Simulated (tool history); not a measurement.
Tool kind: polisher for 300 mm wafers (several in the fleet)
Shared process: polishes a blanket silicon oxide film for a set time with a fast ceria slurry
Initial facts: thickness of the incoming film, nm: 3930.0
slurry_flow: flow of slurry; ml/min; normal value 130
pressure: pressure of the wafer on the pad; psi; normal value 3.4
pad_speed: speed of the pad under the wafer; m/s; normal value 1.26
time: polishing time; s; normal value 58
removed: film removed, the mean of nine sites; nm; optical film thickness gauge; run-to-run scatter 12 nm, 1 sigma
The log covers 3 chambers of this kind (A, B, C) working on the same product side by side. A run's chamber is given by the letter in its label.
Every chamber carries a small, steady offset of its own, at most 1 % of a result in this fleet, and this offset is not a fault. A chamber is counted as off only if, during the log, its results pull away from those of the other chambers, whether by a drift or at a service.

Run 1A, hour 7.3: usual settings. Result: removed 1259 nm.
Run 2C, hour 13.3: usual settings. Result: removed 1266 nm.
At hour 15.6: chamber C: worn pad replaced by a new one.
At hour 17.8: chamber B: worn pad replaced by a new one.
Run 3B, hour 23: usual settings. Result: removed 1274.8 nm.
Run 4C, hour 28.7: usual settings. Result: removed 1274.6 nm.
Run 5B, hour 35.2: usual settings. Result: removed 1263.7 nm.
Run 6A, hour 44.8: usual settings. Result: removed 1256 nm.
Run 7B, hour 52.5: usual settings. Result: removed 1257.8 nm.
At hour 53.3: chamber A: worn pad replaced by a new one.
Run 8C, hour 59.5: usual settings. Result: removed 1254.5 nm.
Run 9A, hour 68.7: usual settings. Result: removed 1264.5 nm.
Run 10C, hour 73.9: usual settings. Result: removed 1250.1 nm.
At hour 75: chamber B: worn pad replaced by a new one.
Run 11B, hour 82.7: usual settings. Result: removed 1281.2 nm.
Run 12A, hour 89.1: usual settings. Result: removed 1278.3 nm.
Run 13C, hour 96.7: usual settings. Result: removed 1268.3 nm.
Run 14A, hour 103.6: usual settings. Result: removed 1267.9 nm.
Run 15B, hour 112.2: usual settings. Result: removed 1281.3 nm.
Run 16C, hour 120.7: usual settings. Result: removed 1262.8 nm.
At hour 125: chamber C: worn pad replaced by a new one.
Run 17A, hour 130.4: usual settings but slurry_flow 100 ml/min. Result: removed 1196.2 nm.
At hour 136.4: chamber B: worn pad replaced by a new one.
Run 18B, hour 136.9: usual settings but slurry_flow 100 ml/min. Result: removed 1196.2 nm.
Run 19C, hour 142.9: usual settings but slurry_flow 100 ml/min. Result: removed 1184.8 nm.
Run 20A, hour 150: usual settings but pad_speed 1.44 m/s. Result: removed 1426.5 nm.

The same settings go to every chamber for the next run, one line per chamber below. Forecast the results for each:
Run 21A, hour 157.4: usual settings but time 51 s. Result: removed ?.
Run 21B, hour 157.4: usual settings but time 51 s. Result: removed ?.
Run 21C, hour 157.4: usual settings but time 51 s. Result: removed ?.

run  removed
21A   1119.2
21B   1116.1
21C   1130.4
